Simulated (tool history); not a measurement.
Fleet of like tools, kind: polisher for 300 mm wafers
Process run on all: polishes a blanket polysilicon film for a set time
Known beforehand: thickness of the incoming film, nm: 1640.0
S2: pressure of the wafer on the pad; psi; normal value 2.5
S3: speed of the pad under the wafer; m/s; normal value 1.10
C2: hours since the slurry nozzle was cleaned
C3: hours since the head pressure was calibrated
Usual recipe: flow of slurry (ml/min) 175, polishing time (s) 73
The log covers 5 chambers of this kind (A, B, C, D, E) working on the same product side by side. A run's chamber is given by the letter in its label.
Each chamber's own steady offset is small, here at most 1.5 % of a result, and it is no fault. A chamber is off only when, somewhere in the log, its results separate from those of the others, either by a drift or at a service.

Run 1B, hour 6.2: usual settings; wafers polished on this pad 743; C2 197.9; C3 268.1. Result: film removed (angstrom) 7137.1.
At hour 7.6: chamber A: head pressure recalibrated.
Run 2C, hour 10.5: usual settings; wafers polished on this pad 257; C2 132.0; C3 715.4. Result: film removed (angstrom) 7206.8.
At hour 16.0: chamber D: worn pad replaced by a new one.
Run 3D, hour 18.6: usual settings; wafers polished on this pad 31; C2 266.2; C3 301.3. Result: film removed (angstrom) 7036.6.
At hour 19.3: chamber B: worn pad replaced by a new one.
Run 4A, hour 26.2: usual settings; wafers polished on this pad 890; C2 47.5; C3 18.6. Result: film removed (angstrom) 7127.3.
At hour 28.6: chamber E: worn pad replaced by a new one.
Run 5E, hour 30.3: usual settings; wafers polished on this pad 20; C2 65.3; C3 616.3. Result: film removed (angstrom) 7309.7.
At hour 35.3: chamber A: worn pad replaced by a new one.
Run 6E, hour 37.2: usual settings; wafers polished on this pad 102; C2 72.2; C3 623.2. Result: film removed (angstrom) 7111.3.
Run 7B, hour 41.7: usual settings; wafers polished on this pad 265; C2 233.4; C3 303.6. Result: film removed (angstrom) 7138.9.
Run 8D, hour 47.9: usual settings; wafers polished on this pad 378; C2 295.5; C3 330.6. Result: film removed (angstrom) 7036.0.
At hour 51.9: chamber C: worn pad replaced by a new one.
Run 9A, hour 53.5: usual settings; wafers polished on this pad 215; C2 74.8; C3 45.9. Result: film removed (angstrom) 7075.4.
Run 10C, hour 61.8: usual settings; wafers polished on this pad 118; C2 183.3; C3 766.7. Result: film removed (angstrom) 7158.0.
Run 11E, hour 66.6: usual settings; wafers polished on this pad 450; C2 101.6; C3 652.6. Result: film removed (angstrom) 7148.8.
At hour 70.2: chamber D: slurry nozzle cleaned.
Run 12B, hour 70.8: usual settings; wafers polished on this pad 609; C2 262.5; C3 332.7. Result: film removed (angstrom) 7118.3.
Run 13D, hour 79.6: usual settings; wafers polished on this pad 753; C2 9.4; C3 362.3. Result: film removed (angstrom) 7125.4.
Run 14C, hour 84.4: usual settings but polishing time (s) 53; wafers polished on this pad 385; C2 205.9; C3 789.3. Result: film removed (angstrom) 5277.3.
Run 15A, hour 91.7: usual settings but polishing time (s) 53; wafers polished on this pad 667; C2 113.0; C3 84.1. Result: film removed (angstrom) 5220.4.
At hour 93.6: chamber D: worn pad replaced by a new one.
At hour 98.9: chamber B: worn pad replaced by a new one.
Run 16A, hour 98.9: usual settings but polishing time (s) 53; wafers polished on this pad 753; C2 120.2; C3 91.3. Result: film removed (angstrom) 5196.5.
Run 17C, hour 105.9: usual settings but polishing time (s) 53; wafers polished on this pad 640; C2 227.4; C3 810.8. Result: film removed (angstrom) 5181.9.
Run 18E, hour 113.9: usual settings but polishing time (s) 53; wafers polished on this pad 1010; C2 148.9; C3 699.9. Result: film removed (angstrom) 5255.8.
At hour 116.9: chamber A: worn pad replaced by a new one.
At hour 118.6: chamber C: worn pad replaced by a new one.
Run 19B, hour 122.5: usual settings; wafers polished on this pad 280; C2 314.2; C3 384.4. Result: film removed (angstrom) 7210.3.
Run 20D, hour 131.0: usual settings; wafers polished on this pad 442; C2 60.8; C3 413.7. Result: film removed (angstrom) 7026.7.
At hour 131.1: chamber E: worn pad replaced by a new one.
At hour 134.0: chamber B: head pressure recalibrated.
Run 21D, hour 136.3: usual settings but polishing time (s) 64; wafers polished on this pad 505; C2 66.1; C3 419.0. Result: film removed (angstrom) 6270.1.
At hour 144.3: chamber E: head pressure recalibrated.
Run 22B, hour 144.6: usual settings but polishing time (s) 64; wafers polished on this pad 542; C2 336.3; C3 10.7. Result: film removed (angstrom) 6340.3.
Run 23C, hour 152.5: usual settings but polishing time (s) 64; wafers polished on this pad 402; C2 274.0; C3 857.4. Result: film removed (angstrom) 6319.8.
Run 24A, hour 158.5: usual settings but polishing time (s) 64; wafers polished on this pad 493; C2 179.8; C3 150.9. Result: film removed (angstrom) 6205.4.
Run 25E, hour 166.8: usual settings but polishing time (s) 64; wafers polished on this pad 423; C2 201.8; C3 22.6. Result: film removed (angstrom) 6627.4.
Run 26A, hour 171.0: usual settings; wafers polished on this pad 641; C2 192.3; C3 163.4. Result: film removed (angstrom) 7191.9.
At hour 173.4: chamber B: worn pad replaced by a new one.
Run 27D, hour 176.0: usual settings; wafers polished on this pad 975; C2 105.8; C3 458.7. Result: film removed (angstrom) 7104.8.
At hour 176.9: chamber D: head pressure recalibrated.
At hour 179.7: chamber C: worn pad replaced by a new one.
Run 28C, hour 182.8: usual settings; wafers polished on this pad 36; C2 304.3; C3 887.7. Result: film removed (angstrom) 7170.5.
At hour 188.8: chamber D: worn pad replaced by a new one.
Run 29B, hour 189.1: usual settings; wafers polished on this pad 186; C2 380.8; C3 55.2. Result: film removed (angstrom) 7113.6.
At hour 195.1: chamber A: worn pad replaced by a new one.
Run 30E, hour 196.5: usual settings; wafers polished on this pad 775; C2 231.5; C3 52.3. Result: film removed (angstrom) 7723.5.
Run 31E, hour 205.5: usual settings; wafers polished on this pad 881; C2 240.5; C3 61.3. Result: film removed (angstrom) 7609.7.
Run 32A, hour 213.5: usual settings; wafers polished on this pad 218; C2 234.8; C3 205.9. Result: film removed (angstrom) 7113.6.
Run 33C, hour 221.1: usual settings; wafers polished on this pad 490; C2 342.6; C3 926.0. Result: film removed (angstrom) 7293.4.
At hour 225.0: chamber E: slurry nozzle cleaned.
Run 34D, hour 225.7: usual settings; wafers polished on this pad 437; C2 155.5; C3 48.9. Result: film removed (angstrom) 7054.3.
Run 35B, hour 231.7: usual settings but S3 0.90 m/s; wafers polished on this pad 691; C2 423.4; C3 97.8. Result: film removed (angstrom) 5784.0.
Run 36E, hour 236.0: usual settings but S3 0.90 m/s; wafers polished on this pad 1243; C2 11.0; C3 91.8. Result: film removed (angstrom) 6191.4.
Run 37B, hour 242.3: usual settings but S3 0.90 m/s; wafers polished on this pad 816; C2 434.0; C3 108.4. Result: film removed (angstrom) 5784.0.
Run 38D, hour 247.6: usual settings but S3 0.90 m/s; wafers polished on this pad 696; C2 177.4; C3 70.8. Result: film removed (angstrom) 5851.9.

What goes on in this fleet: one chamber off, a drifting gauge, or nothing beyond the chambers' own small offsets? Name the chamber and the cause, if any.

A service on chamber E put it out of line with the rest.
Likeliest cause: head's pressure above its setpoint, % = 6.47.

Here are 4 candidates for chamber E's next run, each the usual settings with a change, their results left as question marks. Which one brings its results back in line with what the others give on the usual settings?
To be in line, a result may differ from the other chambers' mean on the usual settings by at most: film removed (angstrom) 160.0
Run 39E-1, hour 254.1: usual settings but S3 1.12 m/s, polishing time (s) 74. Result: film removed (angstrom) ?.
Run 39E-2, hour 254.1: usual settings but S3 1.08 m/s, polishing time (s) 72. Result: film removed (angstrom) ?.
Run 39E-3, hour 254.1: usual settings but S2 2.4 psi, polishing time (s) 71. Result: film removed (angstrom) ?.
Run 39E-4, hour 254.1: usual settings but polishing time (s) 78. Result: film removed (angstrom) ?.

Average result of the remaining chambers running the usual settings: film removed (angstrom) 7130.4
  run  film removed (angstrom)
39E-1                   7918.4
39E-2                   7425.2
39E-3                   7156.8
39E-4                   8195.2
Change 39E-3 lands the chamber within the allowed miss of the other chambers.
